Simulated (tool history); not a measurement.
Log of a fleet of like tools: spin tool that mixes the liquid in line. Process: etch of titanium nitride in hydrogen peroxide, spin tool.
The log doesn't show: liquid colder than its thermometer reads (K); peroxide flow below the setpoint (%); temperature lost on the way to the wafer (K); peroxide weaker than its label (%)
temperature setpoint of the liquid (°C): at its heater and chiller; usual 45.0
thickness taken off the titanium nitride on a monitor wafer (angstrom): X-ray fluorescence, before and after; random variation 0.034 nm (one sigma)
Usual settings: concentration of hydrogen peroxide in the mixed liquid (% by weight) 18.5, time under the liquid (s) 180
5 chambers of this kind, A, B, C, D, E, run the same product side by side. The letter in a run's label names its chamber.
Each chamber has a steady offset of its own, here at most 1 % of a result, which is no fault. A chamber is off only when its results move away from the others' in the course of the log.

run   hour  temperature setpoint of the liquid (°C)  concentration of hydrogen peroxide in the mixed liquid (% by weight)  time under the liquid (s)  hours since the thermometer was replaced  hours since the peroxide flow meter was replaced  hours since the heated supply line was repaired  hours since the drum of peroxide was connected  read-back film thickness of the titanium nitride reference wafer, read on the same gauge (nm)  thickness taken off the titanium nitride on a monitor wafer (angstrom)
 1B    5.6                                     45.0                                                                  18.5                        180                                     137.9                                              17.0                                            420.1                                           250.4                                                                                         109.97                                                                  44.664
 2A   12.6                                     45.0                                                                  18.5                        180                                    2513.1                                             286.1                                            285.8                                           866.7                                                                                         109.97                                                                  43.621
 3E   16.0                                     45.0                                                                  18.5                        180                                     254.0                                             235.3                                           1228.2                                           264.6                                                                                         110.00                                                                  43.833
      17.3  -- chamber C: heated supply line repaired
 4C   22.6                                     45.0                                                                  18.5                        180                                     184.5                                             420.3                                              5.4                                           180.0                                                                                         110.01                                                                  43.987
 5D   27.4                                     45.0                                                                  18.5                        180                                     230.7                                             629.5                                            199.9                                           148.2                                                                                         110.03                                                                  43.604
 6D   34.4                                     45.0                                                                  18.5                        180                                     237.7                                             636.5                                            206.9                                           155.2                                                                                         110.05                                                                  44.307
 7C   41.3                                     45.0                                                                  18.5                        180                                     203.2                                             439.0                                             24.1                                           198.7                                                                                         110.01                                                                  43.240
 8A   47.1                                     45.0                                                                  18.5                        180                                    2547.6                                             320.6                                            320.3                                           901.2                                                                                         110.01                                                                  43.347
 9B   51.7                                     45.0                                                                  18.5                        180                                     184.0                                              63.1                                            466.2                                           296.5                                                                                         109.99                                                                  44.304
10E   58.4                                     38.5                                                                  18.5                        225                                     296.4                                             277.7                                           1270.6                                           307.0                                                                                         110.01                                                                  33.429
11D   64.8                                     38.5                                                                  18.5                        225                                     268.1                                             666.9                                            237.3                                           185.6                                                                                         110.00                                                                  33.268
12C   71.1                                     38.5                                                                  18.5                        225                                     233.0                                             468.8                                             53.9                                           228.5                                                                                         110.03                                                                  33.205
13E   77.3                                     38.5                                                                  18.5                        225                                     315.3                                             296.6                                           1289.5                                           325.9                                                                                         110.00                                                                  34.087
14A   83.9                                     38.5                                                                  18.5                        225                                    2584.4                                             357.4                                            357.1                                           938.0                                                                                         109.97                                                                  32.630
15B   89.9                                     45.0                                                                  18.5                        180                                     222.2                                             101.3                                            504.4                                           334.7                                                                                         110.02                                                                  44.149
16D   96.5                                     45.0                                                                  18.5                        180                                     299.8                                             698.6                                            269.0                                           217.3                                                                                         109.95                                                                  43.343
17A  101.5                                     45.0                                                                  18.5                        180                                    2602.0                                             375.0                                            374.7                                           955.6                                                                                         109.98                                                                  44.056
18B  107.5                                     45.0                                                                  18.5                        180                                     239.8                                             118.9                                            522.0                                           352.3                                                                                         110.01                                                                  45.050
19E  113.4                                     45.0                                                                  15.5                        180                                     351.4                                             332.7                                           1325.6                                           362.0                                                                                         109.98                                                                  42.435
20C  118.9                                     45.0                                                                  15.5                        180                                     280.8                                             516.6                                            101.7                                           276.3                                                                                         110.00                                                                  42.082
21C  124.6                                     45.0                                                                  15.5                        180                                     286.5                                             522.3                                            107.4                                           282.0                                                                                         110.03                                                                  42.347
22A  128.8                                     45.0                                                                  15.5                        180                                    2629.3                                             402.3                                            402.0                                           982.9                                                                                         110.01                                                                  42.290
23D  135.2                                     45.0                                                                  15.5                        180                                     338.5                                             737.3                                            307.7                                           256.0                                                                                         110.01                                                                  42.319
     140.2  -- chamber A: new drum of peroxide connected
24E  141.9                                     45.0                                                                  18.5                        180                                     379.9                                             361.2                                           1354.1                                           390.5                                                                                         110.01                                                                  44.576
25B  146.1                                     45.0                                                                  18.5                        180                                     278.4                                             157.5                                            560.6                                           390.9                                                                                         109.99                                                                  44.413
26B  153.1                                     45.0                                                                  18.5                        180                                     285.4                                             164.5                                            567.6                                           397.9                                                                                         109.99                                                                  44.559
27D  156.4                                     45.0                                                                  18.5                        180                                     359.7                                             758.5                                            328.9                                           277.2                                                                                         110.00                                                                  44.281
28A  161.7                                     45.0                                                                  18.5                        180                                    2662.2                                             435.2                                            434.9                                            21.5                                                                                         110.05                                                                  43.683
29E  165.6                                     45.0                                                                  18.5                        180                                     403.6                                             384.9                                           1377.8                                           414.2                                                                                         110.02                                                                  44.337
30C  170.1                                     45.0                                                                  18.5                        180                                     332.0                                             567.8                                            152.9                                           327.5                                                                                         110.00                                                                  43.659
31A  176.8                                     45.0                                                                  18.5                        180                                    2677.3                                             450.3                                            450.0                                            36.6                                                                                         110.01                                                                  43.893
32E  180.2                                     37.5                                                                  21.5                        180                                     418.2                                             399.5                                           1392.4                                           428.8                                                                                         110.05                                                                  25.657
     182.2  -- chamber E: new drum of peroxide connected
33C  184.2                                     37.5                                                                  21.5                        180                                     346.1                                             581.9                                            167.0                                           341.6                                                                                         109.99                                                                  25.045
34D  188.2                                     37.5                                                                  21.5                        180                                     391.5                                             790.3                                            360.7                                           309.0                                                                                         109.98                                                                  25.512
35B  192.4                                     37.5                                                                  21.5                        180                                     324.7                                             203.8                                            606.9                                           437.2                                                                                         110.00                                                                  26.310
36B  198.2                                     37.5                                                                  21.5                        180                                     330.5                                             209.6                                            612.7                                           443.0                                                                                         110.00                                                                  25.839
37D  203.5                                     45.0                                                                  18.5                        180                                     406.8                                             805.6                                            376.0                                           324.3                                                                                         109.98                                                                  43.981
38A  208.0                                     45.0                                                                  18.5                        180                                    2708.5                                             481.5                                            481.2                                            67.8                                                                                         109.98                                                                  43.687
39E  213.3                                     45.0                                                                  18.5                        180                                     451.3                                             432.6                                           1425.5                                            31.2                                                                                         109.95                                                                  44.361
40C  218.1                                     45.0                                                                  18.5                        180                                     380.0                                             615.8                                            200.9                                           375.5                                                                                         110.01                                                                  43.825
41B  224.5                                     45.0                                                                  18.5                        180                                     356.8                                             235.9                                            639.0                                           469.3                                                                                         110.00                                                                  44.401
42E  228.3                                     45.0                                                                  18.5                        180                                     466.3                                             447.6                                           1440.5                                            46.2                                                                                         110.00                                                                  44.717
43D  233.6                                     45.0                                                                  18.5                        180                                     436.9                                             835.7                                            406.1                                           354.4                                                                                         109.97                                                                  43.770
44C  239.3                                     45.0                                                                  18.5                        180                                     401.2                                             637.0                                            222.1                                           396.7                                                                                         110.05                                                                  44.107

Is one chamber off against the others, does the gauge drift, or is nothing wrong? If a chamber is off, say which, and what the likeliest cause is.

No chamber stands off beyond its own small offset, and the gauge holds steady.
